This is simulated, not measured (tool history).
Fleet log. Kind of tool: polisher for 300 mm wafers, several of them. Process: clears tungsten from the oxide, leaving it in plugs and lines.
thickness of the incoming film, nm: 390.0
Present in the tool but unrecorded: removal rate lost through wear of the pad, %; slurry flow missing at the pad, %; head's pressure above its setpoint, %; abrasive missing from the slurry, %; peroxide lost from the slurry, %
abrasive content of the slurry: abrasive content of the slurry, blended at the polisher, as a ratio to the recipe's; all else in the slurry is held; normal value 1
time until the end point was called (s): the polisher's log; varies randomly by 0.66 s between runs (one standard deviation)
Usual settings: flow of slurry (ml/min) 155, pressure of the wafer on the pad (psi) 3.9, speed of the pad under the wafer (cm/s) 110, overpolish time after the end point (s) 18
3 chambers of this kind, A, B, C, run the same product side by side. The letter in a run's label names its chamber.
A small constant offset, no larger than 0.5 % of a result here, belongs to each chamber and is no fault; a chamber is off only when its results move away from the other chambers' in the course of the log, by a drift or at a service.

run   hour  flow of slurry (ml/min)  pressure of the wafer on the pad (psi)  speed of the pad under the wafer (cm/s)  abrasive content of the slurry  overpolish time after the end point (s)  wafers polished on this pad  hours since the slurry nozzle was cleaned  hours since the head pressure was calibrated  hours since the slurry blender was calibrated  hours since the slurry got fresh peroxide  time until the end point was called (s)
 1A    7.8                      155                                     3.9                                      110                               1                                       18                          483                                        234                                         737.9                                           68.4                                       24.2                                   74.603
 2B   20.3                      155                                     3.9                                      110                               1                                       18                          536                                      531.4                                         571.9                                           92.8                                       36.9                                   74.333
      23.1  -- chamber B: worn pad replaced by a new one
      23.5  -- chamber A: worn pad replaced by a new one
 3C   27.9                      155                                     3.9                                      110                               1                                       18                          208                                      582.3                                         576.4                                          188.7                                        155                                   74.116
 4B   37.6                      155                                     3.9                                      110                               1                                       18                           96                                      548.7                                         589.2                                          110.1                                       54.2                                    73.51
      39.9  -- chamber A: slurry tank refilled with fresh slurry and peroxide
 5A   48.2                      155                                     3.9                                      110                             1.2                                       18                          164                                      274.4                                         778.3                                          108.8                                        8.3                                   71.435
 6C   60.1                      155                                     3.9                                      110                             1.2                                       18                          422                                      614.5                                         608.6                                          220.9                                      187.2                                   69.983
      61.5  -- chamber A: slurry blender recalibrated
 7B   69.9                      155                                     3.9                                      110                             1.2                                       18                          312                                        581                                         621.5                                          142.4                                       86.5                                   68.478
 8C   78.6                      155                                     3.9                                      110                               1                                       14                          546                                        633                                         627.1                                          239.4                                      205.7                                   74.959
 9A   85.1                      155                                     3.9                                      110                               1                                       14                          410                                      311.3                                         815.2                                           23.6                                       45.2                                    73.04
      88.1  -- chamber C: slurry tank refilled with fresh slurry and peroxide
10C   97.7                      155                                     3.9                                      110                               1                                       14                          673                                      652.1                                         646.2                                          258.5                                        9.6                                   74.504
      98.3  -- chamber A: slurry tank refilled with fresh slurry and peroxide
     103.9  -- chamber A: worn pad replaced by a new one
     103.9  -- chamber C: slurry blender recalibrated
11A  106.1                      155                                     3.9                                      110                               1                                       18                           14                                      332.3                                         836.2                                           44.6                                        7.8                                   74.334
     111.5  -- chamber C: worn pad replaced by a new one
     115.1  -- chamber B: worn pad replaced by a new one
12B  116.4                      155                                     3.9                                      110                               1                                       18                            8                                      627.5                                           668                                          188.9                                        133                                    69.49
13A  128.4                      155                                     3.9                                      110                               1                                       18                          163                                      354.6                                         858.5                                           66.9                                       30.1                                   74.613
14B    137                      155                                     3.9                                      110                               1                                       18                          146                                      648.1                                         688.6                                          209.5                                      153.6                                    71.34
15C  143.4                      155                                     3.9                                      110                               1                                       18                          212                                      697.8                                         691.9                                           39.6                                       55.3                                   74.342
     149.3  -- chamber A: slurry tank refilled with fresh slurry and peroxide
16C  155.3                      155                                     3.9                                      110                               1                                       18                          292                                      709.7                                         703.8                                           51.5                                       67.2                                   74.411
17A  162.6                      155                                     3.9                                      110                               1                                       18                          391                                      388.8                                         892.7                                          101.1                                       13.3                                   73.524
     166.2  -- chamber B: slurry tank refilled with fresh slurry and peroxide
18B  169.3                      155                                     3.9                                      110                               1                                       18                          361                                      680.4                                         720.9                                          241.8                                        3.1                                   68.641
19C  181.3                      155                                     3.9                                      110                               1                                       18                          465                                      735.7                                         729.8                                           77.5                                       93.2                                   75.237
20A  192.6                      155                                     3.9                                      110                               1                                       18                          591                                      418.8                                         922.7                                          131.1                                       43.3                                   75.422
     195.2  -- chamber B: worn pad replaced by a new one
     196.6  -- chamber A: worn pad replaced by a new one
     199.5  -- chamber A: slurry tank refilled with fresh slurry and peroxide
21B  203.5                      115                                     2.5                                      110                               1                                       18                           55                                      714.6                                         755.1                                            276                                       37.3                                   113.52
     205.5  -- chamber C: slurry nozzle cleaned
     206.7  -- chamber A: slurry blender recalibrated
22C  215.3                      115                                     2.5                                      110                               1                                       18                          691                                        9.9                                         763.8                                          111.5                                      127.2                                   121.05
23B  223.7                      115                                     2.5                                      110                               1                                       18                          190                                      734.8                                         775.3                                          296.2                                       57.5                                   110.91
24A  231.1                      155                                     3.9                                      110                               1                                       18                          230                                      457.3                                         961.2                                           24.5                                       31.6                                   74.634
       238  -- chamber C: worn pad replaced by a new one
25C  243.1                      155                                     3.9                                      110                               1                                       18                           34                                       37.7                                         791.6                                          139.3                                        155                                   73.665
     247.5  -- chamber A: slurry tank refilled with fresh slurry and peroxide
26B  253.2                      155                                     3.9                                      110                               1                                       18                          386                                      764.3                                         804.8                                          325.7                                         87                                   67.411
27A  259.6                      155                                     3.9                                      110                               1                                       18                          420                                      485.8                                         989.7                                             53                                       12.2                                   74.548

Next, every chamber runs the same settings. What will each give?
28A  269.3                      155                                     3.9                                      110                               1                                       18                                                                                                                                                                                                                                                        ?
28B  269.3                      155                                     3.9                                      110                               1                                       18                                                                                                                                                                                                                                                        ?
28C  269.3                      155                                     3.9                                      110                               1                                       18                                                                                                                                                                                                                                                        ?

run  time until the end point was called (s)
28A                                   75.628
28B                                   65.289
28C                                   73.151
